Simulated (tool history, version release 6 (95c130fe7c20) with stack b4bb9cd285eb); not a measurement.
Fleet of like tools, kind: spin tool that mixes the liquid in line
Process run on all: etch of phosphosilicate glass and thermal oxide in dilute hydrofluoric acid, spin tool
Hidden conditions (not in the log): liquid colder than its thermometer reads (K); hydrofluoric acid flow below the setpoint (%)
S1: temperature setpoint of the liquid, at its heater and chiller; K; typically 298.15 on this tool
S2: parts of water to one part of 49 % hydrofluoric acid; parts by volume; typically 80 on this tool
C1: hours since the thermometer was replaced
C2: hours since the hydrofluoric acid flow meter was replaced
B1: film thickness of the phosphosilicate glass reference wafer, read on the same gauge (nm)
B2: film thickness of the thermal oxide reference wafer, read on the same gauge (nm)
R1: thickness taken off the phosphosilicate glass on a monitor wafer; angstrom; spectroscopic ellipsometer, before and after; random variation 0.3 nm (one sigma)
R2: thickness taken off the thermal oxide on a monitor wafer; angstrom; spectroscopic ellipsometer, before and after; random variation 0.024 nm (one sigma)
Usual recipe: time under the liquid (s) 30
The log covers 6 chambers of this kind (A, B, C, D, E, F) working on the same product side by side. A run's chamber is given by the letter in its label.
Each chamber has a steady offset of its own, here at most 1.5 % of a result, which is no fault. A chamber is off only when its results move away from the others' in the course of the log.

run 1D day=0.429 | S1=298.15 S2=80 time_under_the_liquid_(s)=30 | C1=462.0 C2=533.0 | B1=59.996 B2=109.99 | R1=439.09 R2=20.012
run 2E day=0.721 | S1=298.15 S2=80 time_under_the_liquid_(s)=30 | C1=827.0 C2=899.4 | B1=59.983 B2=110.02 | R1=431.19 R2=19.117
run 3A day=1.225 | S1=298.15 S2=80 time_under_the_liquid_(s)=30 | C1=1783.4 C2=762.6 | B1=60.013 B2=110.02 | R1=427.91 R2=19.378
run 4B day=1.854 | S1=298.15 S2=80 time_under_the_liquid_(s)=30 | C1=1673.0 C2=649.8 | B1=60.010 B2=110.02 | R1=436.41 R2=19.670
run 5F day=2.346 | S1=298.15 S2=80 time_under_the_liquid_(s)=30 | C1=198.4 C2=233.2 | B1=59.997 B2=110.00 | R1=440.04 R2=19.664
-- day=2.646 chamber C: hydrofluoric acid flow meter replaced
run 6C day=2.796 | S1=298.15 S2=80 time_under_the_liquid_(s)=30 | C1=1168.5 C2=3.6 | B1=60.013 B2=109.99 | R1=434.74 R2=18.674
run 7F day=3.279 | S1=298.15 S2=80 time_under_the_liquid_(s)=30 | C1=220.8 C2=255.6 | B1=60.006 B2=109.98 | R1=438.94 R2=19.524
-- day=3.404 chamber A: thermometer replaced
run 8B day=3.700 | S1=298.15 S2=80 time_under_the_liquid_(s)=30 | C1=1717.3 C2=694.1 | B1=60.017 B2=110.00 | R1=439.96 R2=19.585
run 9C day=4.075 | S1=298.15 S2=80 time_under_the_liquid_(s)=30 | C1=1199.2 C2=34.3 | B1=59.989 B2=110.02 | R1=441.23 R2=19.325
run 10E day=4.679 | S1=298.15 S2=80 time_under_the_liquid_(s)=30 | C1=922.0 C2=994.4 | B1=59.984 B2=110.03 | R1=431.00 R2=19.486
run 11D day=5.196 | S1=298.15 S2=80 time_under_the_liquid_(s)=30 | C1=576.4 C2=647.4 | B1=60.011 B2=110.00 | R1=440.33 R2=19.700
run 12A day=5.592 | S1=298.15 S2=80 time_under_the_liquid_(s)=30 | C1=52.5 C2=867.4 | B1=60.018 B2=110.01 | R1=436.04 R2=19.071
run 13D day=6.050 | S1=298.15 S2=80 time_under_the_liquid_(s)=30 | C1=596.9 C2=667.9 | B1=59.985 B2=109.98 | R1=438.13 R2=19.693
-- day=6.121 chamber E: hydrofluoric acid flow meter replaced
run 14B day=6.542 | S1=298.15 S2=80 time_under_the_liquid_(s)=30 | C1=1785.5 C2=762.3 | B1=59.998 B2=109.99 | R1=434.84 R2=19.694
run 15F day=6.854 | S1=298.15 S2=80 time_under_the_liquid_(s)=30 | C1=306.6 C2=341.4 | B1=59.995 B2=110.02 | R1=438.92 R2=19.372
run 16C day=7.375 | S1=298.15 S2=80 time_under_the_liquid_(s)=30 | C1=1278.4 C2=113.5 | B1=60.004 B2=109.99 | R1=440.66 R2=19.468
run 17A day=7.908 | S1=298.15 S2=80 time_under_the_liquid_(s)=30 | C1=108.1 C2=923.0 | B1=60.020 B2=109.98 | R1=434.35 R2=19.221
run 18E day=8.308 | S1=298.15 S2=80 time_under_the_liquid_(s)=30 | C1=1009.1 C2=52.6 | B1=60.010 B2=109.98 | R1=438.25 R2=19.397
run 19B day=8.796 | S1=298.15 S2=80 time_under_the_liquid_(s)=40 | C1=1839.6 C2=816.4 | B1=60.013 B2=109.97 | R1=581.83 R2=26.641
run 20C day=9.271 | S1=298.15 S2=80 time_under_the_liquid_(s)=40 | C1=1323.9 C2=159.0 | B1=59.994 B2=110.02 | R1=591.00 R2=25.926
run 21D day=9.725 | S1=298.15 S2=80 time_under_the_liquid_(s)=40 | C1=685.1 C2=756.1 | B1=59.995 B2=109.96 | R1=582.17 R2=26.378
run 22E day=10.038 | S1=298.15 S2=80 time_under_the_liquid_(s)=40 | C1=1050.6 C2=94.1 | B1=59.992 B2=109.99 | R1=578.85 R2=25.064
run 23F day=10.562 | S1=298.15 S2=80 time_under_the_liquid_(s)=40 | C1=395.6 C2=430.4 | B1=60.002 B2=109.98 | R1=578.63 R2=26.378
run 24A day=11.171 | S1=298.15 S2=80 time_under_the_liquid_(s)=40 | C1=186.4 C2=1001.3 | B1=59.981 B2=109.99 | R1=574.04 R2=25.829
run 25B day=11.462 | S1=294.65 S2=80 time_under_the_liquid_(s)=40 | C1=1903.6 C2=880.4 | B1=59.979 B2=110.04 | R1=513.24 R2=22.196
run 26A day=11.783 | S1=294.65 S2=80 time_under_the_liquid_(s)=40 | C1=201.1 C2=1016.0 | B1=60.003 B2=109.99 | R1=498.18 R2=22.524
run 27E day=12.329 | S1=294.65 S2=80 time_under_the_liquid_(s)=40 | C1=1105.6 C2=149.1 | B1=60.004 B2=110.05 | R1=508.75 R2=22.096
run 28C day=12.838 | S1=294.65 S2=80 time_under_the_liquid_(s)=40 | C1=1409.5 C2=244.6 | B1=60.005 B2=109.97 | R1=502.85 R2=22.636
run 29F day=13.417 | S1=294.65 S2=80 time_under_the_liquid_(s)=40 | C1=464.1 C2=498.9 | B1=60.023 B2=110.00 | R1=508.30 R2=22.272
run 30D day=14.042 | S1=294.65 S2=80 time_under_the_liquid_(s)=40 | C1=788.7 C2=859.7 | B1=59.996 B2=109.95 | R1=513.44 R2=23.407
-- day=14.100 chamber F: hydrofluoric acid flow meter replaced
run 31A day=14.429 | S1=298.15 S2=80 time_under_the_liquid_(s)=30 | C1=264.6 C2=1079.5 | B1=59.984 B2=110.00 | R1=434.09 R2=19.511
run 32E day=15.004 | S1=298.15 S2=80 time_under_the_liquid_(s)=30 | C1=1169.8 C2=213.3 | B1=60.003 B2=109.97 | R1=438.81 R2=19.555
run 33D day=15.471 | S1=298.15 S2=80 time_under_the_liquid_(s)=30 | C1=823.0 C2=894.0 | B1=59.978 B2=110.01 | R1=434.35 R2=19.764
run 34C day=15.996 | S1=298.15 S2=80 time_under_the_liquid_(s)=30 | C1=1485.3 C2=320.4 | B1=59.992 B2=110.03 | R1=433.95 R2=19.589
run 35B day=16.350 | S1=298.15 S2=80 time_under_the_liquid_(s)=30 | C1=2020.9 C2=997.7 | B1=59.988 B2=110.02 | R1=436.61 R2=19.608
run 36F day=16.996 | S1=298.15 S2=80 time_under_the_liquid_(s)=30 | C1=550.0 C2=69.5 | B1=60.006 B2=110.01 | R1=438.88 R2=19.455
run 37C day=17.354 | S1=298.15 S2=80 time_under_the_liquid_(s)=30 | C1=1517.9 C2=353.0 | B1=60.011 B2=110.03 | R1=435.41 R2=20.057
run 38D day=17.838 | S1=298.15 S2=80 time_under_the_liquid_(s)=30 | C1=879.8 C2=950.8 | B1=59.983 B2=110.01 | R1=442.41 R2=19.729
-- day=18.142 chamber A: hydrofluoric acid flow meter replaced
run 39A day=18.179 | S1=298.15 S2=80 time_under_the_liquid_(s)=30 | C1=354.6 C2=0.9 | B1=60.008 B2=110.01 | R1=439.42 R2=19.349
run 40B day=18.612 | S1=298.15 S2=80 time_under_the_liquid_(s)=30 | C1=2075.2 C2=1052.0 | B1=60.012 B2=110.02 | R1=440.60 R2=19.561

Does one chamber stand apart from the rest, does the shared gauge drift, or is all well apart from small per-chamber offsets? Give the chamber and the most likely cause, where there is one.

Neither any chamber nor the gauge drifts; the chambers differ only by their own small, steady offsets.
